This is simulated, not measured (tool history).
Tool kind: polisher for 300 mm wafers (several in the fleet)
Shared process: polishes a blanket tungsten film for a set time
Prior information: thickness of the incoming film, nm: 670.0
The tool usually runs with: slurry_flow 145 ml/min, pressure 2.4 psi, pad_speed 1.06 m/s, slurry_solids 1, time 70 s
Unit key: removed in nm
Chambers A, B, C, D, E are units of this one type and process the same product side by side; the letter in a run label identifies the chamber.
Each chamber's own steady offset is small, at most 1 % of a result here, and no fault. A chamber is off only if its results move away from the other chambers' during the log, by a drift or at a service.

| run | hour | slurry_flow | pressure | pad_speed | slurry_solids | time | wafers polished on this pad | hours since the slurry nozzle was cleaned | hours since the head pressure was calibrated | hours since the slurry blender was calibrated | hours since the slurry got fresh peroxide | removed |
|---|---|---|---|---|---|---|---|---|---|---|---|---|
|  | 5.5 | chamber D: slurry tank refilled with fresh slurry and peroxide |
| 1A | 6.3 | 145 | 2.4 | 1.06 | 1 | 70 | 778 | 596.3 | 744 | 175.1 | 39.9 | 258.19 |
| 2E | 12.3 | 145 | 2.4 | 1.06 | 1 | 70 | 1047 | 534.8 | 754.7 | 134.8 | 14.8 | 258.85 |
|  | 20.5 | chamber A: worn pad replaced by a new one |
| 3C | 21.9 | 145 | 2.4 | 1.06 | 1 | 70 | 1187 | 63.4 | 521.2 | 205.6 | 22.3 | 262.14 |
| 4D | 31.8 | 145 | 2.4 | 1.06 | 1 | 70 | 518 | 213.6 | 1157.9 | 172.4 | 26.4 | 258.57 |
|  | 33.3 | chamber B: slurry tank refilled with fresh slurry and peroxide |
| 5B | 37.3 | 145 | 2.4 | 1.06 | 1 | 70 | 985 | 564.1 | 136.7 | 133.7 | 4.1 | 256.02 |
|  | 45.2 | chamber C: worn pad replaced by a new one |
|  | 45.9 | chamber B: worn pad replaced by a new one |
| 6E | 45.9 | 145 | 2.4 | 1.06 | 1 | 70 | 1490 | 568.4 | 788.3 | 168.4 | 48.4 | 255.99 |
| 7C | 54.7 | 145 | 2.4 | 1.06 | 1 | 70 | 126 | 96.2 | 554 | 238.4 | 55.1 | 259.71 |
|  | 60.2 | chamber C: slurry blender recalibrated |
|  | 64 | chamber D: slurry blender recalibrated |
| 8D | 64.9 | 145 | 2.4 | 1.06 | 1 | 70 | 955 | 246.7 | 1191 | 1 | 59.5 | 259.92 |
| 9A | 73.5 | 145 | 2.4 | 1.06 | 1 | 70 | 699 | 663.5 | 811.2 | 242.3 | 107.1 | 260.75 |
|  | 75.2 | chamber E: slurry tank refilled with fresh slurry and peroxide |
|  | 78.6 | chamber D: slurry tank refilled with fresh slurry and peroxide |
| 10B | 79.5 | 145 | 2.4 | 1.06 | 1 | 70 | 443 | 606.3 | 178.9 | 175.9 | 46.3 | 251.37 |
|  | 82.2 | chamber A: worn pad replaced by a new one |
| 11C | 87.4 | 145 | 2.4 | 1.06 | 1 | 70 | 557 | 128.9 | 586.7 | 27.2 | 87.8 | 259.04 |
|  | 97 | chamber A: slurry blender recalibrated |
| 12D | 97.1 | 145 | 2.4 | 1.06 | 1 | 70 | 1379 | 278.9 | 1223.2 | 33.2 | 18.6 | 256.67 |
| 13A | 103 | 145 | 2.4 | 1.06 | 1 | 70 | 274 | 693 | 840.7 | 6 | 136.6 | 255.2 |
|  | 103.1 | chamber D: worn pad replaced by a new one |
|  | 107.9 | chamber B: slurry tank refilled with fresh slurry and peroxide |
| 14E | 111.9 | 145 | 2.4 | 1.06 | 1 | 70 | 2361 | 634.4 | 854.3 | 234.4 | 36.7 | 255.07 |
|  | 115.6 | chamber A: slurry nozzle cleaned |
| 15B | 122.6 | 145 | 2.4 | 1.06 | 1 | 70 | 1012 | 649.4 | 222 | 219 | 14.8 | 252.33 |
| 16B | 134.1 | 145 | 2.4 | 1.06 | 1 | 70 | 1163 | 660.9 | 233.5 | 230.5 | 26.3 | 261.9 |
|  | 136.2 | chamber D: head pressure recalibrated |
|  | 137 | chamber B: worn pad replaced by a new one |
|  | 140.5 | chamber D: slurry tank refilled with fresh slurry and peroxide |
|  | 141.8 | chamber A: slurry tank refilled with fresh slurry and peroxide |
| 17C | 142.6 | 145 | 2.4 | 1.06 | 1 | 70 | 1286 | 184.1 | 641.9 | 82.4 | 143 | 257.69 |
|  | 146.7 | chamber C: worn pad replaced by a new one |
| 18D | 148.2 | 145 | 2.4 | 1.06 | 1 | 70 | 595 | 330 | 12.1 | 84.3 | 7.8 | 257.11 |
| 19A | 153.6 | 145 | 2.4 | 1.18 | 1 | 70 | 942 | 38 | 891.3 | 56.6 | 11.8 | 285.35 |
|  | 153.8 | chamber A: worn pad replaced by a new one |
|  | 154.1 | chamber E: slurry tank refilled with fresh slurry and peroxide |
| 20E | 162.5 | 145 | 2.4 | 1.18 | 1 | 70 | 3028 | 685 | 904.9 | 285 | 8.5 | 277.33 |
| 21A | 168 | 145 | 2.4 | 1.18 | 1 | 70 | 187 | 52.4 | 905.7 | 71 | 26.2 | 292.32 |
|  | 168.5 | chamber B: slurry tank refilled with fresh slurry and peroxide |
|  | 169.9 | chamber C: slurry tank refilled with fresh slurry and peroxide |
| 22B | 174 | 145 | 2.4 | 1.18 | 1 | 70 | 489 | 700.8 | 273.4 | 270.4 | 5.6 | 280.03 |
| 23E | 182.7 | 145 | 2.4 | 1.18 | 1 | 70 | 3295 | 705.2 | 925.1 | 305.2 | 28.7 | 277.97 |
|  | 191 | chamber C: head pressure recalibrated |
| 24D | 192.3 | 145 | 3.1 | 1.06 | 0.9 | 70 | 1177 | 374.1 | 56.2 | 128.4 | 51.9 | 329.97 |
|  | 194.5 | chamber D: worn pad replaced by a new one |
| 25C | 202.6 | 145 | 3.1 | 1.06 | 0.9 | 70 | 737 | 244.1 | 11.7 | 142.4 | 32.7 | 327.46 |
|  | 206.1 | chamber D: slurry tank refilled with fresh slurry and peroxide |
| 26C | 211.9 | 145 | 3.1 | 1.06 | 0.9 | 70 | 860 | 253.4 | 21 | 151.7 | 42 | 330.97 |
| 27A | 223 | 145 | 3.1 | 1.06 | 0.9 | 70 | 913 | 107.4 | 960.7 | 126 | 81.2 | 315.58 |
|  | 225.4 | chamber A: worn pad replaced by a new one |
|  | 225.6 | chamber B: slurry tank refilled with fresh slurry and peroxide |
|  | 231.4 | chamber D: slurry blender recalibrated |
|  | 231.9 | chamber B: worn pad replaced by a new one |
| 28E | 233.2 | 145 | 3.1 | 1.06 | 0.9 | 70 | 3961 | 755.7 | 975.6 | 355.7 | 79.2 | 308.55 |
|  | 236.6 | chamber E: slurry tank refilled with fresh slurry and peroxide |
|  | 240.4 | chamber B: slurry nozzle cleaned |
|  | 243 | chamber E: slurry nozzle cleaned |
| 29D | 244.3 | 145 | 1.7 | 1.06 | 1.2 | 70 | 657 | 426.1 | 108.2 | 12.9 | 38.3 | 187.84 |
| 30B | 253.3 | 145 | 1.7 | 1.06 | 1.2 | 70 | 282 | 12.9 | 352.7 | 349.7 | 27.7 | 190.15 |
| 31C | 258.7 | 145 | 1.7 | 1.06 | 1.2 | 70 | 1477 | 300.2 | 67.8 | 198.5 | 88.8 | 193.13 |
|  | 259.6 | chamber C: worn pad replaced by a new one |
| 32A | 267.5 | 145 | 1.7 | 1.06 | 1.2 | 70 | 556 | 151.9 | 1005.2 | 170.5 | 125.7 | 195.46 |
|  | 272.5 | chamber D: slurry tank refilled with fresh slurry and peroxide |
| 33D | 274.3 | 145 | 1.7 | 1.06 | 1.2 | 70 | 1053 | 456.1 | 138.2 | 42.9 | 1.9 | 193.22 |
|  | 283.6 | chamber D: worn pad replaced by a new one |
| 34E | 286.3 | 145 | 2.4 | 1.06 | 1 | 70 | 4661 | 43.3 | 1028.7 | 408.8 | 49.8 | 246.83 |
|  | 288.6 | chamber C: slurry blender recalibrated |
|  | 292.3 | chamber A: worn pad replaced by a new one |
| 35B | 295.9 | 145 | 2.4 | 1.06 | 1 | 70 | 844 | 55.5 | 395.3 | 392.3 | 70.3 | 255.06 |
|  | 299.7 | chamber B: slurry tank refilled with fresh slurry and peroxide |
| 36A | 302.6 | 145 | 2.4 | 1.06 | 1 | 70 | 135 | 187 | 1040.3 | 205.6 | 160.8 | 252.54 |
| 37B | 311.3 | 170 | 2.4 | 1.34 | 1 | 70 | 1047 | 70.9 | 410.7 | 407.7 | 11.6 | 331.4 |
| 38C | 319.1 | 170 | 2.4 | 1.34 | 1 | 70 | 786 | 360.6 | 128.2 | 30.6 | 149.2 | 337.69 |
| 39D | 329.8 | 170 | 2.4 | 1.34 | 1 | 70 | 609 | 511.6 | 193.7 | 98.4 | 57.4 | 335.16 |

The same settings go to every chamber for the next run, one line per chamber below. Forecast the results for each:
| 40A | 338.5 | 145 | 2.4 | 1.06 | 1 | 70 |  |  |  |  |  | ? |
| 40B | 338.5 | 145 | 2.4 | 1.06 | 1 | 70 |  |  |  |  |  | ? |
| 40C | 338.5 | 145 | 2.4 | 1.06 | 1 | 70 |  |  |  |  |  | ? |
| 40D | 338.5 | 145 | 2.4 | 1.06 | 1 | 70 |  |  |  |  |  | ? |
| 40E | 338.5 | 145 | 2.4 | 1.06 | 1 | 70 |  |  |  |  |  | ? |

| run | removed |
|---|---|
| 40A | 252.5 |
| 40B | 254.29 |
| 40C | 257.7 |
| 40D | 257.96 |
| 40E | 235.76 |
